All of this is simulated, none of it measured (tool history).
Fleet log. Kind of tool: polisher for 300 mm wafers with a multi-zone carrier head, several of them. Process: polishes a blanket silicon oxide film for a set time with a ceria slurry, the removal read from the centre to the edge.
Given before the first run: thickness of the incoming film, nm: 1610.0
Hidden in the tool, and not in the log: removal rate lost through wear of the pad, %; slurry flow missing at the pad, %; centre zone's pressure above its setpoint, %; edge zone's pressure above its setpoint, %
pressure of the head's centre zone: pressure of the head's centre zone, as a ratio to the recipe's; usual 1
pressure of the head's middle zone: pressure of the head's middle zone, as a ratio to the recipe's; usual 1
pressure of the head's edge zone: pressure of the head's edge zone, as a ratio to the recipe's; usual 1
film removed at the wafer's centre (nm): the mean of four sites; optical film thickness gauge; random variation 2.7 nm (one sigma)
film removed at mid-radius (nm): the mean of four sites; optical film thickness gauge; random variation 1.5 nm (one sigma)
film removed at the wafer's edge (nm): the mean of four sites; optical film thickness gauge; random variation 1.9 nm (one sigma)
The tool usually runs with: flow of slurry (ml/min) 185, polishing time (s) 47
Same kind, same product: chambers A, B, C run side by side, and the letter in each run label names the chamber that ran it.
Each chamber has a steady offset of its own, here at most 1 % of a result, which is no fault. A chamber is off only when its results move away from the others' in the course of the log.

run	hour	flow of slurry (ml/min)	pressure of the head's centre zone	pressure of the head's middle zone	pressure of the head's edge zone	polishing time (s)	wafers polished on this pad	hours since the slurry nozzle was cleaned	hours since the centre zone pressure was calibrated	hours since the edge zone pressure was calibrated	film removed at the wafer's centre (nm)	film removed at mid-radius (nm)	film removed at the wafer's edge (nm)
1A	6.9	185	1	1	1	47	881	532.7	22.2	608.4	193.37	194.54	195.77
2C	13.6	185	1	1	1	47	399	293.1	426.5	909.9	191.85	192.4	193.17
# hour 16.4: chamber B: worn pad replaced by a new one
3B	24.1	185	1	1	1	47	79	364.9	565.6	326	194.33	191.13	196.39
4A	35.8	185	1	1	1	47	1179	561.6	51.1	637.3	192.87	194.41	195.15
# hour 36.3: chamber A: worn pad replaced by a new one
# hour 39.6: chamber C: centre zone pressure recalibrated
# hour 41.4: chamber A: slurry nozzle cleaned
5C	46	185	1	1	1	47	733	325.5	6.4	942.3	193.33	193.01	190.89
6B	55.7	185	1	1	1	47	405	396.5	597.2	357.6	195.2	190.45	199.43
7A	67.6	185	1	1	1	47	323	26.3	82.9	669.1	194.44	190.63	195.07
8C	73.8	185	1	1	1	47	1020	353.3	34.2	970.1	192.13	193.81	193.96
# hour 84: chamber B: centre zone pressure recalibrated
9B	85.2	185	1	1	1	47	709	426	1.2	387.1	190.6	194	191.73
10B	90.7	185	1	1	1	47	766	431.5	6.7	392.6	194.18	192.72	195.76
# hour 92.4: chamber B: worn pad replaced by a new one
11A	96.2	185	1	1	1	47	618	54.9	111.5	697.7	196.96	192.02	194.13
12C	103.5	185	0.89	1	1	47	1326	383	63.9	999.8	168.69	192.51	193.25
13A	114.9	185	0.89	1	1	47	811	73.6	130.2	716.4	171.37	195.28	193.15
14C	125.7	185	0.89	1	1	47	1555	405.2	86.1	1022	167.38	190.74	188.66
15B	134.2	185	1	1	1	47	431	475	50.2	436.1	192.33	194.82	199.74
# hour 136.4: chamber A: worn pad replaced by a new one
16A	144.8	185	1	1	1	47	87	103.5	160.1	746.3	195.15	195.02	193.1
17C	154.5	185	1	1	1	47	1852	434	114.9	1050.8	188.97	190.13	187.22
18B	165.4	185	1	1	1	47	753	506.2	81.4	467.3	197.38	192.8	195.52
19C	174.9	185	1	1	1	47	2062	454.4	135.3	1071.2	193.04	188.82	186.28
20A	186.5	185	1	1.1	1.06	47	517	145.2	201.8	788	193.43	211.51	201.41
# hour 187: chamber B: worn pad replaced by a new one
21B	192.7	185	1	1.1	1.06	47	59	533.5	108.7	494.6	197.09	212.02	199.1
22C	202.5	185	1	1.1	1.06	47	2347	482	162.9	1098.8	189.52	201.5	188.41
23B	208.4	185	1	1	1	47	221	549.2	124.4	510.3	190.41	190.94	195.83
24A	214.3	185	1	1	1	47	804	173	229.6	815.8	194.47	196.42	192.67
25B	224.4	185	1	1	1	47	386	565.2	140.4	526.3	193.28	194.14	193.54
26C	235.1	185	1	1	1	47	2683	514.6	195.5	1131.4	186.07	183.38	183.47
27A	244.1	185	1	1	1	47	1111	202.8	259.4	845.6	191.13	193.48	194.09
# hour 251.9: chamber A: worn pad replaced by a new one
28A	252.1	185	1	1	1	47	2	210.8	267.4	853.6	193.06	192.5	193.03
29C	260.5	185	1	1	1	47	2945	540	220.9	1156.8	180.57	178.09	178.91
# hour 267.7: chamber B: worn pad replaced by a new one
# hour 269.2: chamber C: slurry nozzle cleaned
30B	270.8	185	1	1	1	47	32	611.6	186.8	572.7	189.48	191.54	194.12
# hour 277.3: chamber C: edge zone pressure recalibrated
31C	278.5	185	1	1	1	47	3131	9.3	238.9	1.2	181.48	180.96	177.83
32B	285.6	185	1	1	1	47	184	626.4	201.6	587.5	197.37	193.62	195.1
33A	296.4	185	1	0.91	1	47	459	255.1	311.7	897.9	195.9	179.15	194.31
34C	307	185	1	0.91	1	47	3425	37.8	267.4	29.7	185.61	163.51	178.5
35A	316.1	185	1	0.91	1	47	662	274.8	331.4	917.6	193.84	177.38	193.82
# hour 317.8: chamber B: slurry nozzle cleaned
36B	327.9	185	1	1	1	47	621	10.1	243.9	629.8	195.32	194.39	196.32
37C	333.8	185	1	1	1	47	3701	64.6	294.2	56.5	178.76	176.98	175.53
38A	341.1	185	1	1	1	47	920	299.8	356.4	942.6	193.03	193.83	196

Next, all 3 chambers run the settings below, one line each with question marks for the results. What does each chamber give?
39A	349.8	185	1	1	0.93	47					?	?	?
39B	349.8	185	1	1	0.93	47					?	?	?
39C	349.8	185	1	1	0.93	47					?	?	?

run	film removed at the wafer's centre (nm)	film removed at mid-radius (nm)	film removed at the wafer's edge (nm)
39A	194.03	192.99	182.18
39B	195.74	191.89	187.38
39C	171.87	176.4	168.05
